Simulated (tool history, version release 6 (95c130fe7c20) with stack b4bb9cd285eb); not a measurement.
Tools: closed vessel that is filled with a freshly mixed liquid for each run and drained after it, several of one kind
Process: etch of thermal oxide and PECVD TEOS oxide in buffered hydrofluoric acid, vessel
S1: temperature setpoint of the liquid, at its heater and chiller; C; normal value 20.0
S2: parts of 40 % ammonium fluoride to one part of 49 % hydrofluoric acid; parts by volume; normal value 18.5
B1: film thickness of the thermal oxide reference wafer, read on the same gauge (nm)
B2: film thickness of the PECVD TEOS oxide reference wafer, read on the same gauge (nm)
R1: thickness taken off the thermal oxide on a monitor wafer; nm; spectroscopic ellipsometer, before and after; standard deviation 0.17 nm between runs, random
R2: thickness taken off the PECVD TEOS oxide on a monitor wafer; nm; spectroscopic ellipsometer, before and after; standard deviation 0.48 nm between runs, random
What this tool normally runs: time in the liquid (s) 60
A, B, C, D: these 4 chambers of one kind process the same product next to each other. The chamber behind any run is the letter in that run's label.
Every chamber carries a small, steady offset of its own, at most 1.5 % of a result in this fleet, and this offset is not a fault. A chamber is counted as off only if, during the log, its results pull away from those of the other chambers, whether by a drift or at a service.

run 1A hour=5.0 | S1=20.0 S2=18.5 time_in_the_liquid_(s)=60 | B1=100.040 B2=80.025 | R1=29.951 R2=56.687
run 2D hour=9.9 | S1=20.0 S2=18.5 time_in_the_liquid_(s)=60 | B1=100.030 B2=79.970 | R1=29.187 R2=55.407
run 3C hour=14.3 | S1=20.0 S2=18.5 time_in_the_liquid_(s)=60 | B1=99.996 B2=80.006 | R1=29.488 R2=55.384
run 4B hour=17.4 | S1=20.0 S2=18.5 time_in_the_liquid_(s)=60 | B1=100.030 B2=79.966 | R1=29.336 R2=56.211
run 5B hour=21.2 | S1=20.0 S2=18.5 time_in_the_liquid_(s)=60 | B1=100.030 B2=80.016 | R1=29.766 R2=56.058
run 6D hour=26.1 | S1=20.0 S2=18.5 time_in_the_liquid_(s)=60 | B1=99.995 B2=80.046 | R1=29.234 R2=55.132
run 7A hour=28.8 | S1=20.0 S2=18.5 time_in_the_liquid_(s)=60 | B1=99.978 B2=79.958 | R1=29.608 R2=56.785
run 8C hour=32.3 | S1=20.0 S2=18.5 time_in_the_liquid_(s)=60 | B1=99.999 B2=80.000 | R1=29.394 R2=56.311
run 9C hour=36.0 | S1=20.0 S2=18.5 time_in_the_liquid_(s)=80 | B1=100.010 B2=79.971 | R1=39.415 R2=73.259
run 10D hour=40.5 | S1=20.0 S2=18.5 time_in_the_liquid_(s)=80 | B1=99.950 B2=79.964 | R1=39.000 R2=74.202
run 11A hour=43.3 | S1=20.0 S2=18.5 time_in_the_liquid_(s)=80 | B1=100.030 B2=79.960 | R1=39.708 R2=75.086
run 12B hour=48.2 | S1=20.0 S2=18.5 time_in_the_liquid_(s)=80 | B1=100.040 B2=79.986 | R1=38.879 R2=75.962
run 13D hour=53.1 | S1=22.0 S2=18.5 time_in_the_liquid_(s)=60 | B1=99.974 B2=79.985 | R1=32.896 R2=62.424
run 14A hour=57.7 | S1=22.0 S2=18.5 time_in_the_liquid_(s)=60 | B1=99.995 B2=80.016 | R1=33.374 R2=62.035
run 15C hour=61.9 | S1=22.0 S2=18.5 time_in_the_liquid_(s)=60 | B1=99.961 B2=80.013 | R1=33.021 R2=62.269
run 16B hour=64.4 | S1=22.0 S2=18.5 time_in_the_liquid_(s)=60 | B1=100.030 B2=79.982 | R1=33.123 R2=63.085
run 17A hour=67.0 | S1=20.0 S2=18.5 time_in_the_liquid_(s)=60 | B1=99.988 B2=80.037 | R1=29.540 R2=56.776
run 18D hour=71.2 | S1=20.0 S2=18.5 time_in_the_liquid_(s)=60 | B1=99.971 B2=80.008 | R1=29.381 R2=56.315
run 19B hour=76.2 | S1=20.0 S2=18.5 time_in_the_liquid_(s)=60 | B1=100.000 B2=79.983 | R1=29.314 R2=57.186
run 20C hour=80.4 | S1=20.0 S2=18.5 time_in_the_liquid_(s)=60 | B1=99.985 B2=80.057 | R1=29.350 R2=56.392
run 21A hour=83.0 | S1=20.0 S2=18.5 time_in_the_liquid_(s)=60 | B1=99.991 B2=79.986 | R1=29.387 R2=56.516
run 22B hour=86.1 | S1=20.0 S2=18.5 time_in_the_liquid_(s)=60 | B1=100.010 B2=80.029 | R1=29.565 R2=56.933
run 23D hour=89.9 | S1=20.0 S2=18.5 time_in_the_liquid_(s)=60 | B1=99.991 B2=79.985 | R1=29.297 R2=56.153
run 24C hour=93.5 | S1=21.5 S2=22.0 time_in_the_liquid_(s)=60 | B1=100.010 B2=80.006 | R1=27.712 R2=53.127
run 25C hour=95.9 | S1=21.5 S2=22.0 time_in_the_liquid_(s)=60 | B1=100.020 B2=80.035 | R1=27.876 R2=52.604
run 26B hour=99.4 | S1=21.5 S2=22.0 time_in_the_liquid_(s)=60 | B1=100.010 B2=79.975 | R1=27.919 R2=53.148

For the next run the whole fleet of 4 chambers uses the same settings. Give each chamber's results:
run 27A hour=103.2 | S1=20.0 S2=18.5 time_in_the_liquid_(s)=60 | R1=? R2=?
run 27B hour=103.2 | S1=20.0 S2=18.5 time_in_the_liquid_(s)=60 | R1=? R2=?
run 27C hour=103.2 | S1=20.0 S2=18.5 time_in_the_liquid_(s)=60 | R1=? R2=?
run 27D hour=103.2 | S1=20.0 S2=18.5 time_in_the_liquid_(s)=60 | R1=? R2=?

run=27A R1=29.638 R2=57.130
run=27B R1=29.501 R2=56.227
run=27C R1=29.218 R2=55.340
run=27D R1=29.388 R2=55.545
